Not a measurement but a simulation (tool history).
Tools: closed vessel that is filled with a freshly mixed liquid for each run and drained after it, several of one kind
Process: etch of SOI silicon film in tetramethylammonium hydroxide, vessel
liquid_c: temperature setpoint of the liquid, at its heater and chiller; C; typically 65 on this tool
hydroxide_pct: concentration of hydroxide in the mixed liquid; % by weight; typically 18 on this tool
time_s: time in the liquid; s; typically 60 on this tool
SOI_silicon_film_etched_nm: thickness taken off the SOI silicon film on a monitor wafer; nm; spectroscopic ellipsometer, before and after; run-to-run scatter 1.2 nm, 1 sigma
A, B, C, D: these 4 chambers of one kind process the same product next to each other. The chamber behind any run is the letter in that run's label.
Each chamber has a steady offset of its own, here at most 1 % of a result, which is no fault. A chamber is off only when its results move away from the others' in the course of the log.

run    day  liquid_c  hydroxide_pct  time_s  hours since the thermometer was replaced  hours since the hydroxide flow meter was replaced  read-back film thickness of the SOI silicon film reference wafer, read on the same gauge (nm)  SOI_silicon_film_etched_nm
 1D  0.192        65             18      60                                     410.3                                              397.3                                                                                         109.99                      238.26
 2A  0.412        65             18      60                                       205                                              515.3                                                                                         109.96                      239.99
 3B  0.658        65             18      60                                     629.3                                               1770                                                                                         109.98                      240.55
 4C    0.8        65             18      60                                      82.7                                                415                                                                                         109.96                      240.27
 5C  1.017        65             18      60                                      87.9                                              420.2                                                                                         109.98                      238.34
 6B  1.242        65           13.5      60                                     643.3                                               1784                                                                                         110.01                      272.26
 7A  1.483        65           13.5      60                                     230.7                                                541                                                                                            110                      268.62
 8D  1.712        65           13.5      60                                     446.8                                              433.8                                                                                         109.98                       267.4
 9A  1.925        65           13.5      60                                     241.3                                              551.6                                                                                         110.01                      271.26
10D  2.075        65             18      60                                     455.5                                              442.5                                                                                         109.97                      237.59
11B  2.292        65             18      60                                     668.5                                             1809.2                                                                                         110.01                      241.23
12C  2.429        65             18      60                                     121.8                                              454.1                                                                                         110.01                         238
13D  2.588        65             18      60                                     467.8                                              454.8                                                                                            110                      238.54
14C  2.704        65             18      60                                     128.4                                              460.7                                                                                         109.97                      236.97
15B  2.821        65             18      60                                     681.2                                             1821.9                                                                                         109.99                       239.8
16A  3.071        65             14      45                                     268.8                                              579.1                                                                                         109.97                      196.34
17D  3.196        65             14      45                                     482.4                                              469.4                                                                                         109.99                      197.15
18C  3.312        65             14      45                                       143                                              475.3                                                                                         110.02                      199.22
19A  3.512        65             14      45                                     279.4                                              589.7                                                                                         109.97                      195.69
20B   3.75        65             18      60                                     703.5                                             1844.2                                                                                         109.96                      241.84
21C  3.958        65             18      60                                     158.5                                              490.8                                                                                            110                      239.67
22B  4.071        65             18      60                                     711.2                                             1851.9                                                                                         109.99                      237.35
23D  4.308        65             18      60                                     509.1                                              496.1                                                                                            110                      237.92
24A    4.5        65             18      60                                     303.1                                              613.4                                                                                         109.99                      229.33
25D  4.608        65             18      60                                     516.3                                              503.3                                                                                            110                      239.11
26C  4.808        65             18      60                                     178.9                                              511.2                                                                                         110.01                      238.95
27A  5.046        65             18      60                                     316.2                                              626.5                                                                                         109.99                       231.3
28B  5.212        65             18      60                                     738.6                                             1879.3                                                                                         109.99                      239.79
29C  5.417        65             18      60                                     193.5                                              525.8                                                                                         109.98                      237.84
30B  5.562        65             18      60                                       747                                             1887.7                                                                                         110.03                      240.44
31A  5.675        65             18      60                                     331.3                                              641.6                                                                                         109.99                      229.03
32D  5.875        65             18      60                                     546.7                                              533.7                                                                                         109.98                      235.54
33D    6.1        65             18      60                                     552.1                                              539.1                                                                                         109.98                      237.94
34C  6.229        65             18      60                                       213                                              545.3                                                                                         110.01                      241.26
35B  6.379        65             14      75                                     766.6                                             1907.3                                                                                            110                       332.1
36A  6.604        65             14      75                                     353.6                                              663.9                                                                                         109.97                      313.24

Does one chamber stand apart from the rest, does the shared gauge drift, or is all well apart from small per-chamber offsets? Give the chamber and the most likely cause, where there is one.

Little by little, chamber A moves away from the other chambers.
What lies behind it: liquid colder than its thermometer reads (K) = 1.01.
The log may not separate it from: hydroxide flow above the setpoint (%).

Here are 4 candidates for chamber A's next run, each the usual settings with a change, their results left as question marks. Which one brings its results back in line with what the others give on the usual settings?
In-line tolerance around the mean of the other chambers on the usual settings: SOI_silicon_film_etched_nm 4.1 nm
37A-1  6.779        66             18      60                                                                                                                                                                                                                       ?
37A-2  6.779      65.5             18      60                                                                                                                                                                                                                       ?
37A-3  6.779      64.5             18      60                                                                                                                                                                                                                       ?
37A-4  6.779        64             18      60                                                                                                                                                                                                                       ?

Mean of the other chambers on the usual settings: SOI_silicon_film_etched_nm 238.89 nm
  run  SOI_silicon_film_etched_nm
37A-1                      239.42
37A-2                      232.42
37A-3                      218.84
37A-4                      212.39
37A-1 brings the chamber back in line.
